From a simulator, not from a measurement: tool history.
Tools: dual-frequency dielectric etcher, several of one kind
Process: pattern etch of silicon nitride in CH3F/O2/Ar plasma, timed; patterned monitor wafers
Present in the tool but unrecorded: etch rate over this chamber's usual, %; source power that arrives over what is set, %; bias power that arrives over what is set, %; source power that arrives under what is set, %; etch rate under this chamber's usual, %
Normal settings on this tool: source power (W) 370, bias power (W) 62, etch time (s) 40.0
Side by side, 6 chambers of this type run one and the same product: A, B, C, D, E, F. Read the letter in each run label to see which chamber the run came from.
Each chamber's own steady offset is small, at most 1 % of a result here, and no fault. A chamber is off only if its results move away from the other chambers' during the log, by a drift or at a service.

run,hour,source power (W),bias power (W),etch time (s),hours since the last wet clean,hours since the last source power generator calibration,hours since the last bias power generator calibration,"read-back reference wafer on the same gauge, depth_nm",mean etch depth across the wafer (nm)
# hour 0.5: chamber C: bias power generator calibrated
1E,4.2,370,62,40.0,354.1,2141.0,312.8,26.993,25.955
2B,8.6,370,62,40.0,30.5,63.0,1307.1,26.995,25.940
3A,11.5,370,62,40.0,285.3,1797.5,1748.4,26.992,25.931
4C,14.6,370,62,40.0,299.6,2772.3,14.1,26.992,25.675
5F,19.0,370,62,40.0,653.6,2212.9,4011.1,26.981,26.098
6D,22.1,370,62,40.0,106.5,2548.3,205.6,26.980,25.869
7F,27.0,430,55,40.0,661.6,2220.9,4019.1,26.983,26.537
# hour 27.6: chamber F: wet clean of the chamber
8E,30.2,430,55,40.0,380.1,2167.0,338.8,26.980,26.533
9B,33.6,430,55,40.0,55.5,88.0,1332.1,26.981,26.389
10C,39.8,430,55,40.0,324.8,2797.5,39.3,26.971,26.157
11A,43.0,430,55,40.0,316.8,1829.0,1779.9,26.973,26.451
12D,47.6,430,55,40.0,132.0,2573.8,231.1,26.961,26.328
13D,53.3,370,62,40.0,137.7,2579.5,236.8,26.964,25.764
14B,57.8,370,62,40.0,79.7,112.2,1356.3,26.963,25.856
15F,63.6,370,62,40.0,36.0,2257.5,4055.7,26.960,26.013
# hour 66.6: chamber A: wet clean of the chamber
16E,68.6,370,62,40.0,418.5,2205.4,377.2,26.949,25.909
17A,72.0,370,62,40.0,5.4,1858.0,1808.9,26.953,25.907
18C,75.9,370,62,40.0,360.9,2833.6,75.4,26.949,25.648
19A,78.9,370,62,40.0,12.3,1864.9,1815.8,26.944,25.887
20D,84.6,370,62,40.0,169.0,2610.8,268.1,26.939,25.805
21C,89.8,370,62,40.0,374.8,2847.5,89.3,26.948,25.668
22F,94.2,370,62,40.0,66.6,2288.1,4086.3,26.936,25.995
23E,99.5,370,62,29.5,449.4,2236.3,408.1,26.927,19.081
24B,102.9,370,62,29.5,124.8,157.3,1401.4,26.923,19.068
25E,108.8,370,62,29.5,458.7,2245.6,417.4,26.927,19.151
26F,113.3,370,62,29.5,85.7,2307.2,4105.4,26.925,19.130
27C,119.3,370,62,29.5,404.3,2877.0,118.8,26.923,18.880
28D,123.8,370,62,29.5,208.2,2650.0,307.3,26.911,19.010
29B,129.7,370,62,40.0,151.6,184.1,1428.2,26.904,25.814
30A,133.4,300,62,30.5,66.8,1919.4,1870.3,26.904,18.181
31A,138.3,300,62,30.5,71.7,1924.3,1875.2,26.896,18.170
32B,141.5,300,62,30.5,163.4,195.9,1440.0,26.908,18.153
33E,145.3,300,62,30.5,495.2,2282.1,453.9,26.902,18.197
34F,151.7,300,62,30.5,124.1,2345.6,4143.8,26.895,18.294
35D,156.6,300,62,30.5,241.0,2682.8,340.1,26.880,18.070
36C,159.8,370,72,45.5,444.8,2917.5,159.3,26.884,30.655
37F,163.1,370,72,45.5,135.5,2357.0,4155.2,26.889,31.034
38B,169.5,370,72,45.5,191.4,223.9,1468.0,26.879,30.901
39D,172.3,370,72,45.5,256.7,2698.5,355.8,26.881,30.701
40A,178.4,370,72,45.5,111.8,1964.4,1915.3,26.874,30.970
# hour 182.1: chamber E: wet clean of the chamber
41E,182.2,370,72,45.5,0.2,2319.0,490.8,26.882,30.903
42C,185.8,330,62,49.0,470.8,2943.5,185.3,26.874,29.919

Predict what each chamber gives when all 6 of them run the settings below next.
43A,190.4,370,62,49.5,,,,,?
43B,190.4,370,62,49.5,,,,,?
43C,190.4,370,62,49.5,,,,,?
43D,190.4,370,62,49.5,,,,,?
43E,190.4,370,62,49.5,,,,,?
43F,190.4,370,62,49.5,,,,,?

run,mean etch depth across the wafer (nm)
43A,31.992
43B,31.985
43C,31.625
43D,31.774
43E,31.965
43F,32.076
